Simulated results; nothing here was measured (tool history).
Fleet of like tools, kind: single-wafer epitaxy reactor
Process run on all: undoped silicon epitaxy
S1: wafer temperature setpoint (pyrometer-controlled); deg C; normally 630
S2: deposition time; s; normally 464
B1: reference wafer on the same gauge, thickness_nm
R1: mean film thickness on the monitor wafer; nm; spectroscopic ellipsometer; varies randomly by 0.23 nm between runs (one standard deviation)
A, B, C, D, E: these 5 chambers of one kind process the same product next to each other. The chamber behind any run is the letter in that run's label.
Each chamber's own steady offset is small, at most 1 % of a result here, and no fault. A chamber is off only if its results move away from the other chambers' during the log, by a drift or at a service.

run   hour   S1   S2      B1      R1
 1D    7.6  630  464  59.521  50.023
 2B   12.4  630  464  59.542  49.466
 3E   22.1  630  464  59.480  49.848
 4C   30.2  630  464  59.459  49.885
 5A   39.5  624  386  59.523  36.403
 6C   44.2  624  386  59.450  35.829
 7A   50.6  624  386  59.512  36.207
 8E   59.0  624  386  59.498  36.040
 9D   66.6  624  386  59.512  36.430
10B   75.7  630  464  59.439  49.592
11E   79.9  630  464  59.538  49.817
12C   85.8  630  464  59.489  49.606
13A   92.1  630  464  59.525  50.292
14B  101.5  630  464  59.441  49.768
     103.8  -- chamber B: pyrometer calibrated
15D  111.0  630  464  59.559  50.362
16E  115.6  630  423  59.497  45.512
17D  124.2  630  423  59.458  45.486
18A  133.3  630  423  59.611  45.699
19C  142.6  630  423  59.535  45.405
     143.9  -- chamber A: pyrometer calibrated
20B  148.2  630  423  59.481  45.301
21E  157.6  630  464  59.539  50.006
22B  162.0  630  464  59.507  49.693
23C  168.6  630  464  59.515  49.635
24D  175.7  630  464  59.480  49.986
25A  182.0  630  464  59.527  49.883
26B  186.9  630  464  59.521  50.205
27D  192.2  630  464  59.497  49.878
28E  200.4  630  464  59.556  50.041
29C  209.0  630  464  59.547  49.123
30A  216.8  630  464  59.496  50.349
31C  223.8  630  464  59.532  49.234

All chambers now run identical settings, listed one chamber a line with results as question marks. What results will each chamber show?
32A  230.9  630  464       ?
32B  230.9  630  464       ?
32C  230.9  630  464       ?
32D  230.9  630  464       ?
32E  230.9  630  464       ?

run      R1
32A  49.972
32B  50.206
32C  49.294
32D  50.465
32E  50.079
